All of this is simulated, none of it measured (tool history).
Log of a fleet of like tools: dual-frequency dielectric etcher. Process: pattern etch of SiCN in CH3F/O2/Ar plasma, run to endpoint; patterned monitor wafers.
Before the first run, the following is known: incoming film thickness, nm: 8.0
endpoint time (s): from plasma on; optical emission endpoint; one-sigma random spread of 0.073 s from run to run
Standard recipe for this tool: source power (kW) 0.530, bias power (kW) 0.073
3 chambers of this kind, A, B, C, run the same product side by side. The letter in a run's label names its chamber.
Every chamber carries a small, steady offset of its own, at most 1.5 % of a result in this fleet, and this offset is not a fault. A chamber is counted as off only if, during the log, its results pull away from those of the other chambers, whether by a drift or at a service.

run,hour,source power (kW),bias power (kW),endpoint time (s)
1C,10.2,0.530,0.073,19.156
2A,22.0,0.530,0.073,18.997
3B,30.0,0.530,0.073,18.879
# hour 34.9: chamber A: wet clean of the chamber
4B,42.4,0.530,0.073,18.831
5A,48.3,0.530,0.073,19.024
6C,60.6,0.530,0.073,19.042
7C,67.6,0.430,0.082,20.033
8A,76.3,0.430,0.082,19.758
9B,82.2,0.430,0.082,19.434
# hour 86.6: chamber A: source power generator calibrated
10C,92.9,0.530,0.073,19.157
# hour 100.5: chamber C: wet clean of the chamber
11B,105.3,0.530,0.073,18.816
12A,115.6,0.530,0.073,19.156
13B,122.2,0.640,0.063,18.325
14A,132.3,0.640,0.063,18.743
15C,138.1,0.640,0.063,19.228
16C,149.9,0.530,0.073,19.771
17B,160.9,0.530,0.073,18.804
18A,170.4,0.530,0.073,18.968
19C,179.2,0.530,0.073,19.720
20B,185.3,0.530,0.073,18.760
21A,194.0,0.530,0.073,18.959
22A,206.6,0.530,0.073,19.107

Does one chamber stand apart from the rest, does the shared gauge drift, or is all well apart from small per-chamber offsets? Give the chamber and the most likely cause, where there is one.

A service left chamber C off against the others.
What lies behind it: etch rate under this chamber's usual, % = 3.31.

Chamber C could run next with any of the 4 candidate recipes listed below; each alters the usual settings, and their results appear as question marks. Which one brings its results back in line with what the other chambers deliver on the usual settings?
A result is in line if it is within this distance of the other chambers' mean on the usual settings: endpoint time (s) 0.260
23C-1,216.2,0.560,0.077,?
23C-2,216.2,0.540,0.074,?
23C-3,216.2,0.530,0.070,?
23C-4,216.2,0.500,0.069,?

The mean the other chambers reach with the usual settings: endpoint time (s) 18.946
run,endpoint time (s)
23C-1,19.025
23C-2,19.560
23C-3,20.082
23C-4,20.639
It is 23C-1 that realigns the chamber with its peers.
